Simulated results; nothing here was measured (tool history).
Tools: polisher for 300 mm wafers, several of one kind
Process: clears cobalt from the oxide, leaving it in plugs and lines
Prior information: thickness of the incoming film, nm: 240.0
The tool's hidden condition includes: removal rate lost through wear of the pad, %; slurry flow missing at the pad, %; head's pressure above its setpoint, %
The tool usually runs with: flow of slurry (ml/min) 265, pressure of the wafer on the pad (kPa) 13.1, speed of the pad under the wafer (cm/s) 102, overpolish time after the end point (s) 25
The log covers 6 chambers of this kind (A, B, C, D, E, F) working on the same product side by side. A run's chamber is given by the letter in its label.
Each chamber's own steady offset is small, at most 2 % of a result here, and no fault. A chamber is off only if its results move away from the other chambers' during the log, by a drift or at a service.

run,day,flow of slurry (ml/min),pressure of the wafer on the pad (kPa),speed of the pad under the wafer (cm/s),overpolish time after the end point (s),wafers polished on this pad,hours since the slurry nozzle was cleaned,hours since the head pressure was calibrated,time until the end point was called (s),dishing of a wide line in a test structure (nm)
# day 0.108: chamber A: worn pad replaced by a new one
1E,0.346,265,13.1,102,25,725,79.4,20.6,41.237,61.383
2C,0.712,265,13.1,102,25,219,340.6,294.7,40.004,60.514
# day 0.954: chamber D: worn pad replaced by a new one
3F,1.054,265,13.1,102,25,298,160.4,150.3,40.405,61.029
4B,1.475,265,13.1,102,25,793,313.2,493.8,40.224,61.695
5A,1.775,265,13.1,102,25,271,194.6,193.7,41.958,60.05
6D,2.079,265,14.5,102,37,183,230.7,321,37.589,66.899
# day 2.404: chamber E: worn pad replaced by a new one
7D,2.596,265,14.5,102,37,267,243.1,333.4,36.564,67.614
8B,2.938,265,14.5,102,37,1031,348.3,528.9,36.68,67.813
# day 3.358: chamber C: head pressure recalibrated
9A,3.388,265,14.5,102,37,534,233.3,232.4,36.959,67.867
# day 3.45: chamber A: worn pad replaced by a new one
10C,3.812,265,14.5,102,37,724,415,11,35.995,67.896
# day 4.008: chamber C: worn pad replaced by a new one
11E,4.054,265,14.5,102,37,268,168.4,109.6,37.802,67.297
12F,4.383,265,13.1,102,25,840,240.3,230.2,40.882,60.671
# day 4.479: chamber F: worn pad replaced by a new one
# day 4.571: chamber B: worn pad replaced by a new one
13F,4.625,265,13.1,102,25,23,246.1,236,41.281,59.896
14D,5.108,265,13.1,102,25,676,303.4,393.7,40.817,60.341
15B,5.362,265,13.1,102,25,129,406.5,587.1,41.276,60.509
16A,5.862,265,13.1,102,25,393,292.7,291.8,40.269,61.228
17E,6.158,265,13.1,102,25,611,218.9,160.1,39.985,60.807
18C,6.612,265,13.1,102,25,424,482.2,78.2,40.681,60.639
# day 6.621: chamber A: worn pad replaced by a new one
19D,6.938,265,13.1,102,25,974,347.3,437.6,40.412,61.571
20A,7.312,265,13.1,102,25,112,327.5,326.6,41.211,61.187
# day 7.608: chamber B: head pressure recalibrated
21C,7.704,265,13.1,102,25,602,508.4,104.4,41.095,62.467
# day 8.071: chamber E: slurry nozzle cleaned
22E,8.196,175,13.1,102,25,943,3,209,42.28,59.904
# day 8.55: chamber C: worn pad replaced by a new one
23F,8.683,175,13.1,102,25,684,343.5,333.4,42.237,59.425
24B,9.071,175,13.1,102,25,733,495.5,35.1,43.293,60.75
25F,9.421,175,13.1,102,25,804,361.2,351.1,44.407,59.269
# day 9.467: chamber E: worn pad replaced by a new one
# day 9.629: chamber D: worn pad replaced by a new one
26B,9.808,175,13.1,102,25,853,513.2,52.8,44.013,59.892
# day 9.954: chamber F: worn pad replaced by a new one
# day 9.958: chamber A: worn pad replaced by a new one
27D,10.154,175,13.1,102,25,85,424.5,514.8,43.264,59.891
# day 10.325: chamber C: slurry nozzle cleaned
28A,10.592,265,13.1,102,25,103,406.2,405.3,40.816,59.624
29E,10.85,265,13.1,102,25,225,66.7,272.7,41.082,60.057
30C,11.158,265,13.1,102,25,425,20.1,187.3,41.003,60.959
31E,11.471,265,13.1,102,25,326,81.6,287.6,41.12,60.816
32B,11.858,265,13.1,102,25,1186,562.4,102,40.002,60.053
33F,12.342,265,13.1,128,38,389,431.3,421.2,32.666,66.558
34D,12.775,265,13.1,128,38,512,487.4,577.7,32.998,67.319
# day 12.796: chamber A: worn pad replaced by a new one
# day 13.108: chamber C: worn pad replaced by a new one
35A,13.283,265,13.1,128,38,79,470.8,469.9,32.021,68.283
36C,13.625,265,13.1,128,38,84,79.3,246.5,31.695,67.441
37F,14.158,265,13.1,128,38,685,474.9,464.8,32.193,67.58
38A,14.471,265,13.1,128,38,273,499.3,498.4,32.597,68.251

For the next run the whole fleet of 6 chambers uses the same settings. Give each chamber's results:
39A,14.862,265,10.3,102,25,,,,?,?
39B,14.862,265,10.3,102,25,,,,?,?
39C,14.862,265,10.3,102,25,,,,?,?
39D,14.862,265,10.3,102,25,,,,?,?
39E,14.862,265,10.3,102,25,,,,?,?
39F,14.862,265,10.3,102,25,,,,?,?

run,time until the end point was called (s),dishing of a wide line in a test structure (nm)
39A,51.018,55.341
39B,50.419,55.827
39C,50.647,57.679
39D,53.617,55.927
39E,51.065,56.175
39F,52.2,56.774

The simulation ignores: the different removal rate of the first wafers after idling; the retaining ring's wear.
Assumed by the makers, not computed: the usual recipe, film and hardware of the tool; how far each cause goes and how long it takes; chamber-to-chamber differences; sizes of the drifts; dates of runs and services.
